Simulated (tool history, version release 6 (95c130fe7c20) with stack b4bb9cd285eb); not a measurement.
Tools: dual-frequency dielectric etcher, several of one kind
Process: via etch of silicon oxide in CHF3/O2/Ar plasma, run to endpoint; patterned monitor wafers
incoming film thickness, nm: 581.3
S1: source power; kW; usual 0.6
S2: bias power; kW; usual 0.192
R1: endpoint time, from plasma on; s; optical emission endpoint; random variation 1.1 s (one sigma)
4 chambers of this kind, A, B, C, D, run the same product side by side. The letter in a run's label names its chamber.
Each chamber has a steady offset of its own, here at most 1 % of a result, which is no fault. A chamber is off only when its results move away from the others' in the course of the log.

{"run": "1C", "day": 0.167, "S1": 0.6, "S2": 0.192, "R1": 286.05}
{"run": "2A", "day": 0.379, "S1": 0.6, "S2": 0.192, "R1": 289.35}
{"run": "3B", "day": 0.558, "S1": 0.6, "S2": 0.192, "R1": 283.98}
{"run": "4D", "day": 0.792, "S1": 0.6, "S2": 0.192, "R1": 286.23}
{"run": "5A", "day": 0.917, "S1": 0.6, "S2": 0.192, "R1": 289.07}
{"run": "6C", "day": 1.158, "S1": 0.6, "S2": 0.192, "R1": 284.78}
{"run": "7B", "day": 1.354, "S1": 0.6, "S2": 0.169, "R1": 297.26}
{"run": "8D", "day": 1.533, "S1": 0.6, "S2": 0.169, "R1": 298.94}
{"run": "9B", "day": 1.75, "S1": 0.6, "S2": 0.169, "R1": 299.83}
{"run": "10A", "day": 1.883, "S1": 0.6, "S2": 0.169, "R1": 299.56}
{"run": "11C", "day": 2.088, "S1": 0.7, "S2": 0.168, "R1": 282.14}
{"run": "12D", "day": 2.304, "S1": 0.7, "S2": 0.168, "R1": 283.85}
{"run": "13B", "day": 2.554, "S1": 0.7, "S2": 0.168, "R1": 280.25}
{"run": "14C", "day": 2.7, "S1": 0.7, "S2": 0.168, "R1": 283.14}
{"run": "15A", "day": 2.896, "S1": 0.6, "S2": 0.192, "R1": 288.93}
{"run": "16D", "day": 3.117, "S1": 0.49, "S2": 0.156, "R1": 332.63}
{"run": "17D", "day": 3.258, "S1": 0.49, "S2": 0.156, "R1": 335.65}
{"run": "18C", "day": 3.429, "S1": 0.49, "S2": 0.156, "R1": 330.93}
{"day": 3.496, "done": "chamber C: wet clean of the chamber"}
{"run": "19A", "day": 3.625, "S1": 0.49, "S2": 0.156, "R1": 335}
{"run": "20B", "day": 3.75, "S1": 0.6, "S2": 0.192, "R1": 285.07}
{"run": "21D", "day": 3.929, "S1": 0.6, "S2": 0.192, "R1": 289.68}
{"run": "22B", "day": 4.038, "S1": 0.6, "S2": 0.192, "R1": 286.75}
{"run": "23A", "day": 4.275, "S1": 0.6, "S2": 0.192, "R1": 287.63}
{"run": "24C", "day": 4.433, "S1": 0.6, "S2": 0.192, "R1": 285}
{"run": "25D", "day": 4.675, "S1": 0.53, "S2": 0.214, "R1": 294.38}
{"run": "26B", "day": 4.833, "S1": 0.53, "S2": 0.214, "R1": 289.36}
{"run": "27C", "day": 5.071, "S1": 0.53, "S2": 0.214, "R1": 288.38}
{"run": "28A", "day": 5.183, "S1": 0.53, "S2": 0.214, "R1": 290.55}
{"run": "29A", "day": 5.392, "S1": 0.6, "S2": 0.192, "R1": 287.88}
{"run": "30D", "day": 5.504, "S1": 0.6, "S2": 0.192, "R1": 294.18}
{"run": "31B", "day": 5.725, "S1": 0.6, "S2": 0.192, "R1": 286.62}
{"run": "32C", "day": 5.921, "S1": 0.6, "S2": 0.192, "R1": 285.11}
{"run": "33B", "day": 6.129, "S1": 0.6, "S2": 0.192, "R1": 285.32}
{"day": 6.142, "done": "chamber A: source power generator calibrated"}
{"run": "34C", "day": 6.271, "S1": 0.6, "S2": 0.192, "R1": 285.84}
{"run": "35A", "day": 6.392, "S1": 0.6, "S2": 0.192, "R1": 289.05}
{"run": "36D", "day": 6.642, "S1": 0.6, "S2": 0.192, "R1": 296.38}
{"run": "37C", "day": 6.892, "S1": 0.6, "S2": 0.192, "R1": 284.5}
{"run": "38A", "day": 7.038, "S1": 0.6, "S2": 0.192, "R1": 286.57}
{"run": "39B", "day": 7.162, "S1": 0.6, "S2": 0.228, "R1": 267.95}
{"day": 7.279, "done": "chamber A: wet clean of the chamber"}
{"run": "40D", "day": 7.375, "S1": 0.6, "S2": 0.228, "R1": 278.23}
{"run": "41A", "day": 7.488, "S1": 0.6, "S2": 0.228, "R1": 273.14}
{"run": "42B", "day": 7.658, "S1": 0.6, "S2": 0.228, "R1": 268.84}

What goes on in this fleet: one chamber off, a drifting gauge, or nothing beyond the chambers' own small offsets? Name the chamber and the cause, if any.

Chamber D drifts away from the others.
Cause: etch rate under this chamber's usual, % = 3.72.

Here are 4 candidates for chamber D's next run, each the usual settings with a change, their results left as question marks. Which one brings its results back in line with what the others give on the usual settings?
In line means no further than this from the other chambers' mean on the usual settings: R1 4 s
{"run": "43D-1", "day": 7.842, "S1": 0.66, "S2": 0.192, "R1": "?"}
{"run": "43D-2", "day": 7.842, "S1": 0.61, "S2": 0.195, "R1": "?"}
{"run": "43D-3", "day": 7.842, "S1": 0.6, "S2": 0.171, "R1": "?"}
{"run": "43D-4", "day": 7.842, "S1": 0.59, "S2": 0.189, "R1": "?"}

The other chambers' mean on the usual settings: R1 286.76 s
run=43D-1 R1=287.48
run=43D-2 R1=294.69
run=43D-3 R1=309.98
run=43D-4 R1=301.65
43D-1 brings the chamber back in line.
